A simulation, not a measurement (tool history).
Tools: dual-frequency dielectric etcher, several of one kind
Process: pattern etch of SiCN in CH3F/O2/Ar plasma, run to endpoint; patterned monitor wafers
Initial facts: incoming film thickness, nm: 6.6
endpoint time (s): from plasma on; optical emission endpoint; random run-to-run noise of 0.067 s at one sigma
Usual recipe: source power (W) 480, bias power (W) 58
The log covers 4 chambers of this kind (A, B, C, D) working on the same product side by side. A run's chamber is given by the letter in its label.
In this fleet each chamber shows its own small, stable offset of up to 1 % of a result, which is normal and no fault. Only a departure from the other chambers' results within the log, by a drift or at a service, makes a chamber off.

run 1C hour=14.5 | source_power_(W)=480 bias_power_(W)=58 | endpoint_time_(s)=17.587
run 2D hour=28.4 | source_power_(W)=480 bias_power_(W)=58 | endpoint_time_(s)=17.638
run 3B hour=40.4 | source_power_(W)=480 bias_power_(W)=58 | endpoint_time_(s)=17.54
run 4A hour=49.7 | source_power_(W)=480 bias_power_(W)=58 | endpoint_time_(s)=17.57
run 5A hour=57.9 | source_power_(W)=480 bias_power_(W)=58 | endpoint_time_(s)=17.708
run 6D hour=68 | source_power_(W)=480 bias_power_(W)=58 | endpoint_time_(s)=17.679
-- hour=78 chamber B: source power generator calibrated
run 7C hour=78.3 | source_power_(W)=480 bias_power_(W)=58 | endpoint_time_(s)=17.553
run 8B hour=86.5 | source_power_(W)=480 bias_power_(W)=58 | endpoint_time_(s)=17.428
run 9B hour=99 | source_power_(W)=480 bias_power_(W)=58 | endpoint_time_(s)=17.469
run 10D hour=111.9 | source_power_(W)=480 bias_power_(W)=58 | endpoint_time_(s)=17.591
run 11C hour=122.2 | source_power_(W)=480 bias_power_(W)=58 | endpoint_time_(s)=17.773
run 12A hour=135.5 | source_power_(W)=480 bias_power_(W)=58 | endpoint_time_(s)=17.61
run 13A hour=145.6 | source_power_(W)=480 bias_power_(W)=58 | endpoint_time_(s)=17.529
run 14D hour=154.8 | source_power_(W)=440 bias_power_(W)=69 | endpoint_time_(s)=17.185
run 15C hour=170.2 | source_power_(W)=440 bias_power_(W)=69 | endpoint_time_(s)=17.306
-- hour=177.2 chamber C: source power generator calibrated
run 16B hour=181.5 | source_power_(W)=440 bias_power_(W)=69 | endpoint_time_(s)=17.119
run 17D hour=188.6 | source_power_(W)=440 bias_power_(W)=69 | endpoint_time_(s)=17.204
run 18C hour=200.6 | source_power_(W)=480 bias_power_(W)=58 | endpoint_time_(s)=17.668
-- hour=203.8 chamber C: wet clean of the chamber
run 19B hour=210.3 | source_power_(W)=480 bias_power_(W)=70 | endpoint_time_(s)=16.255
run 20A hour=219.1 | source_power_(W)=480 bias_power_(W)=70 | endpoint_time_(s)=16.414
run 21A hour=229.7 | source_power_(W)=480 bias_power_(W)=70 | endpoint_time_(s)=16.413
run 22B hour=244.8 | source_power_(W)=480 bias_power_(W)=70 | endpoint_time_(s)=16.455
run 23C hour=258.8 | source_power_(W)=480 bias_power_(W)=58 | endpoint_time_(s)=17.551
run 24D hour=271.3 | source_power_(W)=480 bias_power_(W)=58 | endpoint_time_(s)=17.65
run 25C hour=285.1 | source_power_(W)=480 bias_power_(W)=58 | endpoint_time_(s)=17.623
run 26B hour=298.2 | source_power_(W)=480 bias_power_(W)=58 | endpoint_time_(s)=17.591
run 27D hour=310.7 | source_power_(W)=480 bias_power_(W)=58 | endpoint_time_(s)=17.564
run 28A hour=321.6 | source_power_(W)=480 bias_power_(W)=58 | endpoint_time_(s)=17.362
run 29A hour=331.5 | source_power_(W)=480 bias_power_(W)=58 | endpoint_time_(s)=17.132
run 30B hour=342.9 | source_power_(W)=480 bias_power_(W)=58 | endpoint_time_(s)=17.384
run 31D hour=352.4 | source_power_(W)=480 bias_power_(W)=58 | endpoint_time_(s)=17.582
run 32C hour=362.2 | source_power_(W)=520 bias_power_(W)=54 | endpoint_time_(s)=17.628
run 33C hour=373.4 | source_power_(W)=520 bias_power_(W)=54 | endpoint_time_(s)=17.626
-- hour=385.4 chamber D: wet clean of the chamber
run 34B hour=385.8 | source_power_(W)=520 bias_power_(W)=54 | endpoint_time_(s)=17.325
run 35D hour=398.6 | source_power_(W)=520 bias_power_(W)=54 | endpoint_time_(s)=17.486
run 36A hour=406.4 | source_power_(W)=480 bias_power_(W)=58 | endpoint_time_(s)=17.104
run 37B hour=420.7 | source_power_(W)=480 bias_power_(W)=58 | endpoint_time_(s)=17.528
run 38C hour=431.5 | source_power_(W)=480 bias_power_(W)=58 | endpoint_time_(s)=17.715
run 39A hour=438.4 | source_power_(W)=480 bias_power_(W)=58 | endpoint_time_(s)=17.063

Is one chamber off against the others, does the gauge drift, or is nothing wrong? If a chamber is off, say which, and what the likeliest cause is.

Chamber A drifts away from the others.
Most likely cause: etch rate over this chamber's usual, % = 3.97.

Chamber A could run next with any of the 4 candidate recipes listed below; each alters the usual settings, and their results appear as question marks. Which one brings its results back in line with what the other chambers deliver on the usual settings?
To be in line, a result may differ from the other chambers' mean on the usual settings by at most: endpoint time (s) 0.23
run 40A-1 hour=449.6 | source_power_(W)=480 bias_power_(W)=60 | endpoint_time_(s)=?
run 40A-2 hour=449.6 | source_power_(W)=440 bias_power_(W)=58 | endpoint_time_(s)=?
run 40A-3 hour=449.6 | source_power_(W)=480 bias_power_(W)=56 | endpoint_time_(s)=?
run 40A-4 hour=449.6 | source_power_(W)=510 bias_power_(W)=61 | endpoint_time_(s)=?

Average result of the remaining chambers running the usual settings: endpoint time (s) 17.592
run=40A-1 endpoint_time_(s)=16.75
run=40A-2 endpoint_time_(s)=17.514
run=40A-3 endpoint_time_(s)=17.134
run=40A-4 endpoint_time_(s)=16.276
40A-2 brings the chamber back in line.
